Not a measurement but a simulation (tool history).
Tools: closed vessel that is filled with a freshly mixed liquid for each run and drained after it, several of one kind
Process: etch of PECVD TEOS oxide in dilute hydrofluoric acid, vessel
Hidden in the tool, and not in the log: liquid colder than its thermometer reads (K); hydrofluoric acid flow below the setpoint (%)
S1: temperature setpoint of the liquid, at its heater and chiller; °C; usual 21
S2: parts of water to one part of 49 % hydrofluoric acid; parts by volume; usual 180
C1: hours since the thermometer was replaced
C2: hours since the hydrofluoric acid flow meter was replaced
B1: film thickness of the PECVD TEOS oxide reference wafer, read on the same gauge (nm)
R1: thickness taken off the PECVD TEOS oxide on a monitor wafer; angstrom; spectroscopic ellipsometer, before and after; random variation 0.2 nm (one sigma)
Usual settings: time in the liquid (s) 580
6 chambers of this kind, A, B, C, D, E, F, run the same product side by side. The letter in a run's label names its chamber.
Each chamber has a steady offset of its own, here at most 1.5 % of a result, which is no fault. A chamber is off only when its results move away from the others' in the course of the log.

run 1C day=0.179 | S1=21 S2=180 time_in_the_liquid_(s)=580 | C1=253.8 C2=1099.5 | B1=50.001 | R1=443.44
run 2D day=0.4 | S1=21 S2=180 time_in_the_liquid_(s)=580 | C1=1034.6 C2=12.5 | B1=50.017 | R1=440.97
-- day=0.471 chamber F: hydrofluoric acid flow meter replaced
run 3E day=0.683 | S1=21 S2=180 time_in_the_liquid_(s)=580 | C1=1859.6 C2=117.7 | B1=49.971 | R1=447.01
run 4A day=0.962 | S1=21 S2=180 time_in_the_liquid_(s)=580 | C1=1181 C2=887 | B1=50.015 | R1=441.74
run 5B day=1.1 | S1=21 S2=180 time_in_the_liquid_(s)=580 | C1=380 C2=1021 | B1=49.981 | R1=436.02
run 6F day=1.392 | S1=21 S2=180 time_in_the_liquid_(s)=580 | C1=440.3 C2=22.1 | B1=50.038 | R1=441.18
run 7B day=1.55 | S1=21 S2=180 time_in_the_liquid_(s)=580 | C1=390.8 C2=1031.8 | B1=49.98 | R1=437.39
run 8D day=1.821 | S1=21 S2=265 time_in_the_liquid_(s)=685 | C1=1068.7 C2=46.6 | B1=50.008 | R1=321.43
run 9F day=2.117 | S1=21 S2=265 time_in_the_liquid_(s)=685 | C1=457.7 C2=39.5 | B1=49.996 | R1=327.98
run 10C day=2.246 | S1=21 S2=265 time_in_the_liquid_(s)=685 | C1=303.4 C2=1149.1 | B1=49.993 | R1=328.09
run 11A day=2.479 | S1=21 S2=265 time_in_the_liquid_(s)=685 | C1=1217.4 C2=923.4 | B1=50.008 | R1=327.12
run 12E day=2.775 | S1=21 S2=265 time_in_the_liquid_(s)=685 | C1=1909.8 C2=167.9 | B1=49.977 | R1=328.77
run 13D day=3.071 | S1=21 S2=265 time_in_the_liquid_(s)=685 | C1=1098.7 C2=76.6 | B1=49.992 | R1=325.16
run 14C day=3.346 | S1=21 S2=180 time_in_the_liquid_(s)=580 | C1=329.8 C2=1175.5 | B1=49.981 | R1=444.55
run 15F day=3.554 | S1=21 S2=180 time_in_the_liquid_(s)=580 | C1=492.2 C2=74 | B1=49.982 | R1=446.79
run 16E day=3.808 | S1=21 S2=180 time_in_the_liquid_(s)=580 | C1=1934.6 C2=192.7 | B1=50.03 | R1=445.88
run 17B day=4.088 | S1=21 S2=180 time_in_the_liquid_(s)=580 | C1=451.7 C2=1092.7 | B1=50.017 | R1=439.61
run 18A day=4.342 | S1=21 S2=180 time_in_the_liquid_(s)=580 | C1=1262.1 C2=968.1 | B1=50.023 | R1=444.57
run 19D day=4.55 | S1=21 S2=180 time_in_the_liquid_(s)=580 | C1=1134.2 C2=112.1 | B1=49.992 | R1=439.42
-- day=4.704 chamber C: hydrofluoric acid flow meter replaced
run 20E day=4.704 | S1=18.5 S2=180 time_in_the_liquid_(s)=705 | C1=1956.1 C2=214.2 | B1=49.947 | R1=485.38
run 21A day=4.838 | S1=18.5 S2=180 time_in_the_liquid_(s)=705 | C1=1274 C2=980 | B1=50.002 | R1=486.5
run 22B day=5.017 | S1=18.5 S2=180 time_in_the_liquid_(s)=705 | C1=474 C2=1115 | B1=49.99 | R1=481.96
run 23F day=5.229 | S1=18.5 S2=180 time_in_the_liquid_(s)=705 | C1=532.4 C2=114.2 | B1=50.028 | R1=489.51
run 24C day=5.521 | S1=18.5 S2=180 time_in_the_liquid_(s)=705 | C1=382 C2=19.7 | B1=50.003 | R1=486.33
run 25C day=5.708 | S1=18.5 S2=180 time_in_the_liquid_(s)=705 | C1=386.5 C2=24.2 | B1=49.983 | R1=492.81
run 26D day=5.946 | S1=17 S2=235 time_in_the_liquid_(s)=580 | C1=1167.7 C2=145.6 | B1=49.993 | R1=273.83
run 27B day=6.217 | S1=17 S2=235 time_in_the_liquid_(s)=580 | C1=502.8 C2=1143.8 | B1=50.031 | R1=273.46
run 28F day=6.379 | S1=17 S2=235 time_in_the_liquid_(s)=580 | C1=560 C2=141.8 | B1=50.04 | R1=274.25
run 29A day=6.558 | S1=17 S2=235 time_in_the_liquid_(s)=580 | C1=1315.3 C2=1021.3 | B1=49.991 | R1=269.28
run 30E day=6.788 | S1=17 S2=235 time_in_the_liquid_(s)=580 | C1=2006.1 C2=264.2 | B1=50.003 | R1=276.33
run 31C day=6.996 | S1=17 S2=235 time_in_the_liquid_(s)=580 | C1=417.4 C2=55.1 | B1=49.99 | R1=275.1
run 32F day=7.271 | S1=24.5 S2=180 time_in_the_liquid_(s)=580 | C1=581.4 C2=163.2 | B1=49.998 | R1=507.09
run 33B day=7.446 | S1=24.5 S2=180 time_in_the_liquid_(s)=580 | C1=532.3 C2=1173.3 | B1=50.03 | R1=504.75
run 34D day=7.592 | S1=24.5 S2=180 time_in_the_liquid_(s)=580 | C1=1207.2 C2=185.1 | B1=50.021 | R1=503.35
run 35E day=7.812 | S1=24.5 S2=180 time_in_the_liquid_(s)=580 | C1=2030.7 C2=288.8 | B1=50.009 | R1=507.55
run 36A day=8.046 | S1=24.5 S2=180 time_in_the_liquid_(s)=580 | C1=1351 C2=1057 | B1=50.007 | R1=496.54
run 37E day=8.2 | S1=24.5 S2=180 time_in_the_liquid_(s)=580 | C1=2040 C2=298.1 | B1=49.985 | R1=506.05
run 38F day=8.421 | S1=21 S2=180 time_in_the_liquid_(s)=580 | C1=609 C2=190.8 | B1=49.958 | R1=445
run 39C day=8.554 | S1=21 S2=180 time_in_the_liquid_(s)=580 | C1=454.8 C2=92.5 | B1=49.982 | R1=445.12
run 40B day=8.721 | S1=21 S2=180 time_in_the_liquid_(s)=580 | C1=562.9 C2=1203.9 | B1=49.973 | R1=438
run 41A day=8.917 | S1=21 S2=135 time_in_the_liquid_(s)=580 | C1=1371.9 C2=1077.9 | B1=50.028 | R1=597.56
run 42D day=9.2 | S1=21 S2=135 time_in_the_liquid_(s)=580 | C1=1245.8 C2=223.7 | B1=49.986 | R1=615.64

Next, every chamber runs the same settings. What will each give?
run 43A day=9.412 | S1=21 S2=180 time_in_the_liquid_(s)=580 | R1=?
run 43B day=9.412 | S1=21 S2=180 time_in_the_liquid_(s)=580 | R1=?
run 43C day=9.412 | S1=21 S2=180 time_in_the_liquid_(s)=580 | R1=?
run 43D day=9.412 | S1=21 S2=180 time_in_the_liquid_(s)=580 | R1=?
run 43E day=9.412 | S1=21 S2=180 time_in_the_liquid_(s)=580 | R1=?
run 43F day=9.412 | S1=21 S2=180 time_in_the_liquid_(s)=580 | R1=?

run=43A R1=425.28
run=43B R1=441.45
run=43C R1=444.75
run=43D R1=441.51
run=43E R1=446.69
run=43F R1=443.07
